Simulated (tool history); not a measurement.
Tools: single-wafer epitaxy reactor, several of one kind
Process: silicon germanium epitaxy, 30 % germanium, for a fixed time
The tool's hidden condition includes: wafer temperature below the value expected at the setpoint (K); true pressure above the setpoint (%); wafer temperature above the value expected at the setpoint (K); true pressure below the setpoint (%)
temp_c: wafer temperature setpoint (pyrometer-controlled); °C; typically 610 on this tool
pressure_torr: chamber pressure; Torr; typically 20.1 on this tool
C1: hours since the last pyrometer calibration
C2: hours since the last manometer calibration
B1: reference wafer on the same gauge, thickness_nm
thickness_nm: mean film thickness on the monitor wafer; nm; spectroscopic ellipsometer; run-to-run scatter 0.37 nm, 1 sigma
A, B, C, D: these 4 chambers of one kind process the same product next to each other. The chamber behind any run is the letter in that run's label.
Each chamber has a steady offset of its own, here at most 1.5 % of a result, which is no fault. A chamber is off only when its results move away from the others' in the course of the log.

{"run": "1B", "day": 0.479, "temp_c": 610, "pressure_torr": 20.1, "C1": 1530.6, "C2": 1663.3, "B1": 79.383, "thickness_nm": 70.405}
{"run": "2A", "day": 1.075, "temp_c": 610, "pressure_torr": 20.1, "C1": 2247.1, "C2": 2046.2, "B1": 79.287, "thickness_nm": 70.322}
{"day": 1.258, "done": "chamber B: capacitance manometer re-zeroed and calibrated"}
{"run": "3C", "day": 1.575, "temp_c": 610, "pressure_torr": 20.1, "C1": 1599.7, "C2": 110.8, "B1": 79.377, "thickness_nm": 71.004}
{"run": "4D", "day": 2.15, "temp_c": 610, "pressure_torr": 20.1, "C1": 477.5, "C2": 323.6, "B1": 79.29, "thickness_nm": 71.727}
{"run": "5A", "day": 2.446, "temp_c": 610, "pressure_torr": 20.1, "C1": 2280, "C2": 2079.1, "B1": 79.355, "thickness_nm": 70.9}
{"run": "6B", "day": 2.879, "temp_c": 610, "pressure_torr": 20.1, "C1": 1588.2, "C2": 39, "B1": 79.273, "thickness_nm": 70.571}
{"run": "7D", "day": 3.358, "temp_c": 610, "pressure_torr": 20.1, "C1": 506.5, "C2": 352.6, "B1": 79.279, "thickness_nm": 71.848}
{"run": "8C", "day": 3.967, "temp_c": 610, "pressure_torr": 20.1, "C1": 1657.1, "C2": 168.2, "B1": 79.353, "thickness_nm": 70.672}
{"run": "9C", "day": 4.45, "temp_c": 610, "pressure_torr": 20.1, "C1": 1668.7, "C2": 179.8, "B1": 79.226, "thickness_nm": 70.577}
{"run": "10B", "day": 5.083, "temp_c": 610, "pressure_torr": 20.1, "C1": 1641.1, "C2": 91.9, "B1": 79.33, "thickness_nm": 70.7}
{"run": "11D", "day": 5.612, "temp_c": 610, "pressure_torr": 20.1, "C1": 560.6, "C2": 406.7, "B1": 79.259, "thickness_nm": 70.971}
{"run": "12A", "day": 6.121, "temp_c": 610, "pressure_torr": 20.1, "C1": 2368.2, "C2": 2167.3, "B1": 79.388, "thickness_nm": 70.556}
{"run": "13D", "day": 6.762, "temp_c": 610, "pressure_torr": 20.1, "C1": 588.2, "C2": 434.3, "B1": 79.238, "thickness_nm": 71.533}
{"run": "14C", "day": 7.175, "temp_c": 610, "pressure_torr": 20.1, "C1": 1734.1, "C2": 245.2, "B1": 79.263, "thickness_nm": 70.305}
{"day": 7.35, "done": "chamber A: pyrometer calibrated"}
{"run": "15B", "day": 7.458, "temp_c": 610, "pressure_torr": 20.1, "C1": 1698.1, "C2": 148.9, "B1": 79.191, "thickness_nm": 70.979}
{"run": "16A", "day": 8.117, "temp_c": 619, "pressure_torr": 23.1, "C1": 18.4, "C2": 2215.2, "B1": 79.287, "thickness_nm": 81.898}
{"run": "17A", "day": 8.617, "temp_c": 619, "pressure_torr": 23.1, "C1": 30.4, "C2": 2227.2, "B1": 79.219, "thickness_nm": 82.779}
{"run": "18D", "day": 9.154, "temp_c": 619, "pressure_torr": 23.1, "C1": 645.6, "C2": 491.7, "B1": 79.351, "thickness_nm": 88.718}
{"run": "19B", "day": 9.642, "temp_c": 619, "pressure_torr": 23.1, "C1": 1750.5, "C2": 201.3, "B1": 79.196, "thickness_nm": 86.913}
{"run": "20C", "day": 10.104, "temp_c": 596, "pressure_torr": 23.9, "C1": 1804.4, "C2": 315.5, "B1": 79.249, "thickness_nm": 58.401}
{"run": "21C", "day": 10.492, "temp_c": 596, "pressure_torr": 23.9, "C1": 1813.7, "C2": 324.8, "B1": 79.417, "thickness_nm": 59.346}
{"run": "22A", "day": 11.033, "temp_c": 596, "pressure_torr": 23.9, "C1": 88.4, "C2": 2285.2, "B1": 79.253, "thickness_nm": 55.7}
{"run": "23B", "day": 11.412, "temp_c": 596, "pressure_torr": 23.9, "C1": 1793, "C2": 243.8, "B1": 79.246, "thickness_nm": 58.654}
{"run": "24D", "day": 11.796, "temp_c": 610, "pressure_torr": 20.1, "C1": 709, "C2": 555.1, "B1": 79.326, "thickness_nm": 72.063}
{"run": "25D", "day": 12.396, "temp_c": 610, "pressure_torr": 20.1, "C1": 723.4, "C2": 569.5, "B1": 79.359, "thickness_nm": 71.703}
{"run": "26A", "day": 12.925, "temp_c": 610, "pressure_torr": 20.1, "C1": 133.8, "C2": 2330.6, "B1": 79.158, "thickness_nm": 66.203}
{"run": "27B", "day": 13.254, "temp_c": 610, "pressure_torr": 20.1, "C1": 1837.2, "C2": 288, "B1": 79.316, "thickness_nm": 70.481}
{"run": "28C", "day": 13.729, "temp_c": 617, "pressure_torr": 20.1, "C1": 1891.4, "C2": 402.5, "B1": 79.263, "thickness_nm": 81.179}
{"run": "29B", "day": 14.121, "temp_c": 617, "pressure_torr": 20.1, "C1": 1858, "C2": 308.8, "B1": 79.253, "thickness_nm": 79.888}
{"run": "30C", "day": 14.767, "temp_c": 617, "pressure_torr": 20.1, "C1": 1916.3, "C2": 427.4, "B1": 79.244, "thickness_nm": 79.624}
{"run": "31A", "day": 15.362, "temp_c": 617, "pressure_torr": 20.1, "C1": 192.3, "C2": 2389.1, "B1": 79.198, "thickness_nm": 75.196}
{"run": "32D", "day": 15.842, "temp_c": 610, "pressure_torr": 20.1, "C1": 806.1, "C2": 652.2, "B1": 79.439, "thickness_nm": 70.981}

Has any chamber moved away from the others, gradually or after a service, or does the common gauge drift, or do the chambers differ only by their own small steady offsets? State the chamber and the most likely cause if one applies.

Chamber A has stood off from the others ever since a service on it.
Likeliest cause: wafer temperature below the value expected at the setpoint (K) = 3.38.

Which of the 4 candidates below, each the usual settings with something changed and its results left as question marks, puts chamber A back in line with what the other chambers give on the usual settings?
Allowed miss from the other chambers' usual-settings mean, per result, to count as in line: thickness_nm 1.3 nm
{"run": "33A-1", "day": 16.317, "temp_c": 611, "pressure_torr": 20.2, "thickness_nm": "?"}
{"run": "33A-2", "day": 16.317, "temp_c": 607, "pressure_torr": 19.7, "thickness_nm": "?"}
{"run": "33A-3", "day": 16.317, "temp_c": 610, "pressure_torr": 23.5, "thickness_nm": "?"}
{"run": "33A-4", "day": 16.317, "temp_c": 609, "pressure_torr": 20, "thickness_nm": "?"}

The other chambers' mean on the usual settings: thickness_nm 71.097 nm
run=33A-1 thickness_nm=67.642
run=33A-2 thickness_nm=62.276
run=33A-3 thickness_nm=70.512
run=33A-4 thickness_nm=64.975
33A-3 is the one that brings the chamber's results back in line with the other chambers.
